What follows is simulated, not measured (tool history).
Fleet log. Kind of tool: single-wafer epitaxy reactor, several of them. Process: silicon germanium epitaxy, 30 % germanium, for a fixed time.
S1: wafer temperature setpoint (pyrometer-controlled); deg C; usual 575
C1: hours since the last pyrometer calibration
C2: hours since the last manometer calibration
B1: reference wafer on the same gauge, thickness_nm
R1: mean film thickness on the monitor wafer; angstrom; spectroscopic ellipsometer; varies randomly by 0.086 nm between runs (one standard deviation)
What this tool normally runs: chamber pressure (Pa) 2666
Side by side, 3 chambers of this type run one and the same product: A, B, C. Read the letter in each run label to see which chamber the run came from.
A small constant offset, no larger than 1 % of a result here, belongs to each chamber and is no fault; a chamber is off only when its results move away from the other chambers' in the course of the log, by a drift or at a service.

{"run": "1A", "day": 0.321, "S1": 575, "chamber pressure (Pa)": 2666, "C1": 705.8, "C2": 168.0, "B1": 36.709, "R1": 370.98}
{"run": "2C", "day": 0.85, "S1": 575, "chamber pressure (Pa)": 2666, "C1": 885.1, "C2": 691.3, "B1": 36.686, "R1": 365.74}
{"run": "3B", "day": 1.317, "S1": 575, "chamber pressure (Pa)": 2666, "C1": 1819.3, "C2": 633.5, "B1": 36.713, "R1": 370.54}
{"run": "4B", "day": 1.688, "S1": 575, "chamber pressure (Pa)": 2666, "C1": 1828.2, "C2": 642.4, "B1": 36.718, "R1": 369.41}
{"run": "5C", "day": 1.929, "S1": 575, "chamber pressure (Pa)": 2666, "C1": 911.0, "C2": 717.2, "B1": 36.697, "R1": 368.25}
{"run": "6A", "day": 2.233, "S1": 575, "chamber pressure (Pa)": 2666, "C1": 751.7, "C2": 213.9, "B1": 36.727, "R1": 371.5}
{"run": "7C", "day": 2.633, "S1": 575, "chamber pressure (Pa)": 2666, "C1": 927.9, "C2": 734.1, "B1": 36.685, "R1": 368.03}
{"run": "8B", "day": 3.162, "S1": 575, "chamber pressure (Pa)": 2666, "C1": 1863.6, "C2": 677.8, "B1": 36.703, "R1": 369.84}
{"run": "9A", "day": 3.579, "S1": 575, "chamber pressure (Pa)": 2666, "C1": 784.0, "C2": 246.2, "B1": 36.684, "R1": 371.43}
{"run": "10A", "day": 3.954, "S1": 575, "chamber pressure (Pa)": 2666, "C1": 793.0, "C2": 255.2, "B1": 36.703, "R1": 371.51}
{"run": "11C", "day": 4.288, "S1": 575, "chamber pressure (Pa)": 2666, "C1": 967.6, "C2": 773.8, "B1": 36.721, "R1": 368.49}
{"run": "12B", "day": 4.712, "S1": 575, "chamber pressure (Pa)": 2666, "C1": 1900.8, "C2": 715.0, "B1": 36.72, "R1": 371.61}
{"run": "13B", "day": 5.162, "S1": 575, "chamber pressure (Pa)": 2666, "C1": 1911.6, "C2": 725.8, "B1": 36.723, "R1": 371.14}
{"run": "14C", "day": 5.625, "S1": 575, "chamber pressure (Pa)": 2666, "C1": 999.7, "C2": 805.9, "B1": 36.711, "R1": 368.82}
{"run": "15A", "day": 5.925, "S1": 575, "chamber pressure (Pa)": 2666, "C1": 840.3, "C2": 302.5, "B1": 36.707, "R1": 372.46}
{"run": "16C", "day": 6.379, "S1": 575, "chamber pressure (Pa)": 2666, "C1": 1017.8, "C2": 824.0, "B1": 36.689, "R1": 368.48}
{"run": "17A", "day": 6.908, "S1": 575, "chamber pressure (Pa)": 2666, "C1": 863.9, "C2": 326.1, "B1": 36.7, "R1": 370.64}
{"run": "18B", "day": 7.254, "S1": 575, "chamber pressure (Pa)": 2666, "C1": 1961.8, "C2": 776.0, "B1": 36.713, "R1": 371.12}
{"run": "19A", "day": 7.5, "S1": 562, "chamber pressure (Pa)": 2666, "C1": 878.1, "C2": 340.3, "B1": 36.7, "R1": 288.41}
{"run": "20B", "day": 7.754, "S1": 562, "chamber pressure (Pa)": 2666, "C1": 1973.8, "C2": 788.0, "B1": 36.734, "R1": 288.12}
{"run": "21C", "day": 8.029, "S1": 562, "chamber pressure (Pa)": 2666, "C1": 1057.4, "C2": 863.6, "B1": 36.699, "R1": 284.33}
{"run": "22A", "day": 8.317, "S1": 575, "chamber pressure (Pa)": 2666, "C1": 897.7, "C2": 359.9, "B1": 36.685, "R1": 370.62}
{"run": "23B", "day": 8.671, "S1": 575, "chamber pressure (Pa)": 2666, "C1": 1995.8, "C2": 810.0, "B1": 36.696, "R1": 375.14}
{"run": "24C", "day": 8.917, "S1": 575, "chamber pressure (Pa)": 2666, "C1": 1078.7, "C2": 884.9, "B1": 36.704, "R1": 368.95}
{"run": "25A", "day": 9.375, "S1": 575, "chamber pressure (Pa)": 2666, "C1": 923.1, "C2": 385.3, "B1": 36.694, "R1": 370.38}
{"run": "26B", "day": 9.846, "S1": 575, "chamber pressure (Pa)": 2666, "C1": 2024.0, "C2": 838.2, "B1": 36.691, "R1": 374.67}
{"run": "27C", "day": 10.333, "S1": 575, "chamber pressure (Pa)": 2666, "C1": 1112.7, "C2": 918.9, "B1": 36.714, "R1": 367.79}
{"run": "28A", "day": 10.721, "S1": 575, "chamber pressure (Pa)": 2666, "C1": 955.4, "C2": 417.6, "B1": 36.689, "R1": 370.88}

Each of the 3 chambers runs these same settings next. Fill in every chamber's results:
{"run": "29A", "day": 11.104, "S1": 575, "chamber pressure (Pa)": 2666, "R1": "?"}
{"run": "29B", "day": 11.104, "S1": 575, "chamber pressure (Pa)": 2666, "R1": "?"}
{"run": "29C", "day": 11.104, "S1": 575, "chamber pressure (Pa)": 2666, "R1": "?"}

run=29A R1=370.37
run=29B R1=376.50
run=29C R1=369.03
